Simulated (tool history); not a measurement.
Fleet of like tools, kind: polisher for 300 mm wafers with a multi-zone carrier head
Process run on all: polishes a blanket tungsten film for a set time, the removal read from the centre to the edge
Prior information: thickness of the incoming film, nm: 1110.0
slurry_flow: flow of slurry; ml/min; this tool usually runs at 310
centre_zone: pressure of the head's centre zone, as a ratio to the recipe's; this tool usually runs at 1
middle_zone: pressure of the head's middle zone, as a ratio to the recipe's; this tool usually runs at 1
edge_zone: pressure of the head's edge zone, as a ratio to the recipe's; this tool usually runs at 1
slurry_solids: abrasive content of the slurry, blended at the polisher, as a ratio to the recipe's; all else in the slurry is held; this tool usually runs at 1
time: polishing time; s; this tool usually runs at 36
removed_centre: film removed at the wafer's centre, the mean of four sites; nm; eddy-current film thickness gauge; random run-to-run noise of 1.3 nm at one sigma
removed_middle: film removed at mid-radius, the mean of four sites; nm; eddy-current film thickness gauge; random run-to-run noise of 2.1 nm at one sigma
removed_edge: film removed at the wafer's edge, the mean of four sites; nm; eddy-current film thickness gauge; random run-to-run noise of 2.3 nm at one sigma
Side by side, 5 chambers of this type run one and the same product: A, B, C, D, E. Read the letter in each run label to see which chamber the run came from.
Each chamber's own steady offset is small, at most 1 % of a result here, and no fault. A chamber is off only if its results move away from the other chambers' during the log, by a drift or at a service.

run 1E hour=9.3 | slurry_flow=310 centre_zone=1 middle_zone=1 edge_zone=1 slurry_solids=1 time=36 | removed_centre=180.43 removed_middle=180.76 removed_edge=176.55
-- hour=9.9 chamber D: worn pad replaced by a new one
-- hour=19.2 chamber B: worn pad replaced by a new one
run 2B hour=23.5 | slurry_flow=310 centre_zone=1 middle_zone=1 edge_zone=1 slurry_solids=1 time=36 | removed_centre=178.51 removed_middle=176.72 removed_edge=183.66
run 3D hour=32.2 | slurry_flow=310 centre_zone=1 middle_zone=1 edge_zone=1 slurry_solids=1 time=36 | removed_centre=176.86 removed_middle=180.59 removed_edge=182.74
-- hour=33.6 chamber C: worn pad replaced by a new one
run 4A hour=42.3 | slurry_flow=310 centre_zone=1 middle_zone=1 edge_zone=1 slurry_solids=1 time=36 | removed_centre=180.15 removed_middle=179.4 removed_edge=178.72
-- hour=57.8 chamber E: worn pad replaced by a new one
run 5C hour=57.9 | slurry_flow=310 centre_zone=1 middle_zone=1 edge_zone=1 slurry_solids=1 time=36 | removed_centre=178.68 removed_middle=180.21 removed_edge=179.04
run 6C hour=67.4 | slurry_flow=310 centre_zone=1 middle_zone=1 edge_zone=1 slurry_solids=1 time=36 | removed_centre=178.14 removed_middle=176.01 removed_edge=178.73
-- hour=70.2 chamber A: worn pad replaced by a new one
-- hour=73.8 chamber A: slurry nozzle cleaned
run 7A hour=81.6 | slurry_flow=310 centre_zone=1 middle_zone=1 edge_zone=1 slurry_solids=1 time=36 | removed_centre=178.64 removed_middle=180.55 removed_edge=180.51
run 8B hour=91.6 | slurry_flow=310 centre_zone=1 middle_zone=1 edge_zone=1 slurry_solids=1 time=36 | removed_centre=176.1 removed_middle=180.93 removed_edge=177.85
-- hour=93.8 chamber B: centre zone pressure recalibrated
-- hour=96.4 chamber D: worn pad replaced by a new one
-- hour=102.4 chamber D: edge zone pressure recalibrated
run 9D hour=107.2 | slurry_flow=310 centre_zone=1 middle_zone=1 edge_zone=1 slurry_solids=1 time=36 | removed_centre=175.39 removed_middle=180.94 removed_edge=180.4
run 10E hour=118.6 | slurry_flow=310 centre_zone=1 middle_zone=1 edge_zone=1 slurry_solids=1 time=36 | removed_centre=177.64 removed_middle=177.51 removed_edge=184.83
run 11C hour=127.5 | slurry_flow=310 centre_zone=1 middle_zone=1 edge_zone=1 slurry_solids=1.3 time=36 | removed_centre=187.67 removed_middle=190.42 removed_edge=191.52
-- hour=129.1 chamber B: worn pad replaced by a new one
-- hour=132.5 chamber C: worn pad replaced by a new one
run 12E hour=135.9 | slurry_flow=310 centre_zone=1 middle_zone=1 edge_zone=1 slurry_solids=1.3 time=36 | removed_centre=189.31 removed_middle=192.86 removed_edge=192.68
run 13B hour=143.6 | slurry_flow=310 centre_zone=1 middle_zone=1 edge_zone=1 slurry_solids=1.3 time=36 | removed_centre=189.01 removed_middle=186.52 removed_edge=188.78
-- hour=145.3 chamber D: slurry nozzle cleaned
-- hour=154.8 chamber E: worn pad replaced by a new one
run 14D hour=154.8 | slurry_flow=310 centre_zone=1 middle_zone=1 edge_zone=1 slurry_solids=1.3 time=36 | removed_centre=189.6 removed_middle=195.26 removed_edge=194.38
-- hour=156 chamber A: worn pad replaced by a new one
run 15A hour=161.7 | slurry_flow=310 centre_zone=1 middle_zone=1 edge_zone=1 slurry_solids=1.3 time=36 | removed_centre=189.48 removed_middle=195.88 removed_edge=191.41
run 16B hour=170.1 | slurry_flow=310 centre_zone=1 middle_zone=1 edge_zone=1 slurry_solids=1 time=36 | removed_centre=179.05 removed_middle=175.84 removed_edge=174.1
run 17E hour=180.8 | slurry_flow=310 centre_zone=1 middle_zone=1 edge_zone=1 slurry_solids=1 time=36 | removed_centre=180.12 removed_middle=178.71 removed_edge=180.38
-- hour=187.2 chamber D: worn pad replaced by a new one
run 18D hour=193.4 | slurry_flow=310 centre_zone=1 middle_zone=0.95 edge_zone=1 slurry_solids=1.25 time=36 | removed_centre=188.14 removed_middle=182.94 removed_edge=185.7
run 19A hour=208.2 | slurry_flow=310 centre_zone=1 middle_zone=0.95 edge_zone=1 slurry_solids=1.25 time=36 | removed_centre=188.7 removed_middle=182.17 removed_edge=190.07
run 20C hour=217.9 | slurry_flow=310 centre_zone=1 middle_zone=0.95 edge_zone=1 slurry_solids=1.25 time=36 | removed_centre=187.99 removed_middle=181.67 removed_edge=184.45
-- hour=224 chamber C: worn pad replaced by a new one
run 21C hour=225.5 | slurry_flow=310 centre_zone=1 middle_zone=0.95 edge_zone=1 slurry_solids=1.25 time=36 | removed_centre=188.98 removed_middle=178.98 removed_edge=190.65
-- hour=233.7 chamber E: centre zone pressure recalibrated
-- hour=235.8 chamber B: worn pad replaced by a new one
run 22B hour=237.7 | slurry_flow=310 centre_zone=1 middle_zone=0.95 edge_zone=1 slurry_solids=1.25 time=36 | removed_centre=189.48 removed_middle=178.77 removed_edge=188.21
-- hour=238.4 chamber A: worn pad replaced by a new one
run 23E hour=244.9 | slurry_flow=310 centre_zone=1 middle_zone=1 edge_zone=1 slurry_solids=0.9 time=36 | removed_centre=175.61 removed_middle=177.54 removed_edge=176.83
run 24D hour=255.3 | slurry_flow=310 centre_zone=1 middle_zone=1 edge_zone=1 slurry_solids=0.9 time=36 | removed_centre=172.67 removed_middle=176.53 removed_edge=176.65
-- hour=256.1 chamber E: worn pad replaced by a new one
run 25A hour=262.7 | slurry_flow=310 centre_zone=1 middle_zone=1 edge_zone=1 slurry_solids=0.9 time=36 | removed_centre=172.83 removed_middle=177.63 removed_edge=173.37
run 26D hour=269.9 | slurry_flow=310 centre_zone=1 middle_zone=1 edge_zone=1 slurry_solids=0.9 time=36 | removed_centre=175.98 removed_middle=179.77 removed_edge=175.21
run 27A hour=282.2 | slurry_flow=310 centre_zone=1 middle_zone=1 edge_zone=1 slurry_solids=0.9 time=36 | removed_centre=175.53 removed_middle=177.69 removed_edge=174.26
-- hour=285.7 chamber C: centre zone pressure recalibrated
run 28B hour=292.2 | slurry_flow=310 centre_zone=1 middle_zone=1 edge_zone=1 slurry_solids=1 time=36 | removed_centre=177.8 removed_middle=178.81 removed_edge=173.32
-- hour=292.5 chamber D: worn pad replaced by a new one
-- hour=294.2 chamber D: centre zone pressure recalibrated
run 29C hour=299.8 | slurry_flow=310 centre_zone=1 middle_zone=1 edge_zone=1 slurry_solids=1 time=36 | removed_centre=175.76 removed_middle=175.8 removed_edge=179.03
run 30E hour=308.2 | slurry_flow=310 centre_zone=1 middle_zone=1 edge_zone=1 slurry_solids=1 time=36 | removed_centre=180.55 removed_middle=178.77 removed_edge=178.63
-- hour=313.3 chamber C: worn pad replaced by a new one
run 31D hour=323.1 | slurry_flow=310 centre_zone=1 middle_zone=1 edge_zone=1 slurry_solids=1 time=36 | removed_centre=178.18 removed_middle=178.42 removed_edge=181.44
run 32C hour=330.5 | slurry_flow=310 centre_zone=1 middle_zone=1 edge_zone=1 slurry_solids=1 time=36 | removed_centre=177.33 removed_middle=180.74 removed_edge=178.47
-- hour=335.1 chamber A: worn pad replaced by a new one
run 33A hour=338.8 | slurry_flow=310 centre_zone=1 middle_zone=1 edge_zone=0.95 slurry_solids=1 time=36 | removed_centre=177.11 removed_middle=180.14 removed_edge=175.35
-- hour=346.7 chamber B: worn pad replaced by a new one
-- hour=347.3 chamber E: worn pad replaced by a new one
run 34E hour=354.7 | slurry_flow=310 centre_zone=1 middle_zone=1 edge_zone=0.95 slurry_solids=1 time=36 | removed_centre=177.68 removed_middle=178.46 removed_edge=176.07
-- hour=358.4 chamber D: slurry nozzle cleaned
run 35B hour=367.8 | slurry_flow=310 centre_zone=1 middle_zone=1 edge_zone=0.95 slurry_solids=1 time=36 | removed_centre=176.99 removed_middle=178.35 removed_edge=171.82
run 36D hour=379.6 | slurry_flow=310 centre_zone=1 middle_zone=1 edge_zone=0.95 slurry_solids=1 time=36 | removed_centre=180.23 removed_middle=180.21 removed_edge=174.1
-- hour=380.3 chamber D: worn pad replaced by a new one
run 37C hour=387.1 | slurry_flow=310 centre_zone=1 middle_zone=1 edge_zone=0.95 slurry_solids=1 time=36 | removed_centre=178.22 removed_middle=177.21 removed_edge=173.02
-- hour=387.3 chamber C: slurry nozzle cleaned
-- hour=395.5 chamber C: edge zone pressure recalibrated
run 38B hour=402.8 | slurry_flow=310 centre_zone=1 middle_zone=1 edge_zone=1 slurry_solids=1 time=36 | removed_centre=176.4 removed_middle=175.71 removed_edge=178.94
run 39A hour=412.1 | slurry_flow=310 centre_zone=1 middle_zone=1 edge_zone=1 slurry_solids=1 time=36 | removed_centre=178.17 removed_middle=178.99 removed_edge=181.8
-- hour=415.9 chamber C: worn pad replaced by a new one
-- hour=422.2 chamber A: worn pad replaced by a new one
run 40E hour=427.8 | slurry_flow=310 centre_zone=1 middle_zone=1 edge_zone=1 slurry_solids=1 time=36 | removed_centre=178.44 removed_middle=182.24 removed_edge=179.56
run 41C hour=436.5 | slurry_flow=310 centre_zone=1 middle_zone=1 edge_zone=1 slurry_solids=1 time=36 | removed_centre=178.1 removed_middle=181.33 removed_edge=176.39
-- hour=444.2 chamber B: worn pad replaced by a new one
run 42B hour=448.7 | slurry_flow=310 centre_zone=1 middle_zone=1 edge_zone=1 slurry_solids=1 time=36 | removed_centre=177.53 removed_middle=176.56 removed_edge=177.58
run 43A hour=464.6 | slurry_flow=310 centre_zone=1 middle_zone=1 edge_zone=1 slurry_solids=1 time=36 | removed_centre=178.27 removed_middle=179.51 removed_edge=177.73
run 44D hour=480.5 | slurry_flow=310 centre_zone=1 middle_zone=1 edge_zone=1 slurry_solids=1 time=36 | removed_centre=178.05 removed_middle=183.33 removed_edge=183.39

What goes on in this fleet: one chamber off, a drifting gauge, or nothing beyond the chambers' own small offsets? Name the chamber and the cause, if any.

Beyond each chamber's small constant offset nothing stands out, and the gauge stays steady.
